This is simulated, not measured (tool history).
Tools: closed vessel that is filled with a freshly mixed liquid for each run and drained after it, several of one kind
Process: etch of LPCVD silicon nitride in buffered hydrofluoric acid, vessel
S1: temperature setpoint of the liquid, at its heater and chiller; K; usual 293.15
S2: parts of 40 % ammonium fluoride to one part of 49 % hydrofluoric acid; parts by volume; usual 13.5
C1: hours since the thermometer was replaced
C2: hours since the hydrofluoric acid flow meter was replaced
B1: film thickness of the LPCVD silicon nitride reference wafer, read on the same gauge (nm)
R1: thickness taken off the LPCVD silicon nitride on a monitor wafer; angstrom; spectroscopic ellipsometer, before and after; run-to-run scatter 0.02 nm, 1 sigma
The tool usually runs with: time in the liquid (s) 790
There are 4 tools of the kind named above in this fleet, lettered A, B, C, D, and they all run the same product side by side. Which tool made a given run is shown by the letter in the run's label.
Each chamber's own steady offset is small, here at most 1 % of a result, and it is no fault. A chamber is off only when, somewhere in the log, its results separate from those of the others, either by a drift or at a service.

Run 1C, hour 4.2: usual settings; C1 751.4; C2 1479.9; B1 130.01. Result: R1 56.188 angstrom.
Run 2A, hour 9.8: usual settings; C1 664.1; C2 279.4; B1 130.02. Result: R1 55.936 angstrom.
Run 3D, hour 14.1: usual settings; C1 804.3; C2 390.8; B1 130.01. Result: R1 55.994 angstrom.
Run 4B, hour 18.9: usual settings; C1 1107.8; C2 259.4; B1 130.00. Result: R1 56.170 angstrom.
Run 5A, hour 22.6: usual settings; C1 676.9; C2 292.2; B1 129.97. Result: R1 55.845 angstrom.
Run 6B, hour 26.4: usual settings; C1 1115.3; C2 266.9; B1 129.97. Result: R1 56.179 angstrom.
Run 7C, hour 32.4: usual settings; C1 779.6; C2 1508.1; B1 130.00. Result: R1 55.997 angstrom.
At hour 34.7: chamber D: thermometer replaced.
Run 8D, hour 35.5: usual settings but S1 290.15 K; C1 0.9; C2 412.2; B1 130.01. Result: R1 47.533 angstrom.
Run 9A, hour 38.4: usual settings but S1 290.15 K; C1 692.7; C2 308.0; B1 130.00. Result: R1 47.358 angstrom.
Run 10D, hour 41.2: usual settings but S1 290.15 K; C1 6.6; C2 417.9; B1 130.01. Result: R1 47.469 angstrom.
Run 11C, hour 44.5: usual settings but S1 290.15 K; C1 791.7; C2 1520.2; B1 130.01. Result: R1 46.984 angstrom.
Run 12B, hour 49.3: usual settings; C1 1138.2; C2 289.8; B1 129.98. Result: R1 56.586 angstrom.
Run 13A, hour 55.4: usual settings; C1 709.7; C2 325.0; B1 129.97. Result: R1 55.973 angstrom.
Run 14D, hour 61.0: usual settings; C1 26.4; C2 437.7; B1 129.99. Result: R1 56.591 angstrom.
Run 15C, hour 65.2: usual settings; C1 812.4; C2 1540.9; B1 129.97. Result: R1 56.174 angstrom.
Run 16B, hour 70.2: usual settings; C1 1159.1; C2 310.7; B1 130.03. Result: R1 56.241 angstrom.
Run 17A, hour 73.7: usual settings; C1 728.0; C2 343.3; B1 129.96. Result: R1 56.411 angstrom.
Run 18B, hour 76.9: usual settings but S1 290.15 K, S2 11.0 parts by volume; C1 1165.8; C2 317.4; B1 130.00. Result: R1 58.006 angstrom.
Run 19D, hour 83.1: usual settings but S1 290.15 K, S2 11.0 parts by volume; C1 48.5; C2 459.8; B1 130.00. Result: R1 57.764 angstrom.
Run 20C, hour 87.0: usual settings but S1 290.15 K, S2 11.0 parts by volume; C1 834.2; C2 1562.7; B1 129.96. Result: R1 57.397 angstrom.
Run 21A, hour 90.9: usual settings but S1 290.15 K, S2 11.0 parts by volume; C1 745.2; C2 360.5; B1 130.00. Result: R1 57.904 angstrom.
Run 22D, hour 93.8: usual settings; C1 59.2; C2 470.5; B1 130.00. Result: R1 56.315 angstrom.
Run 23B, hour 97.7: usual settings but S1 295.65 K, time in the liquid (s) 615; C1 1186.6; C2 338.2; B1 129.98. Result: R1 50.639 angstrom.
Run 24C, hour 102.4: usual settings but S1 295.65 K, time in the liquid (s) 615; C1 849.6; C2 1578.1; B1 129.99. Result: R1 50.250 angstrom.
Run 25A, hour 105.8: usual settings but S1 295.65 K, time in the liquid (s) 615; C1 760.1; C2 375.4; B1 130.02. Result: R1 50.057 angstrom.

Is one chamber off against the others, does the gauge drift, or is nothing wrong? If a chamber is off, say which, and what the likeliest cause is.

All chambers stay in line apart from their small fixed offsets, and the gauge does not drift.

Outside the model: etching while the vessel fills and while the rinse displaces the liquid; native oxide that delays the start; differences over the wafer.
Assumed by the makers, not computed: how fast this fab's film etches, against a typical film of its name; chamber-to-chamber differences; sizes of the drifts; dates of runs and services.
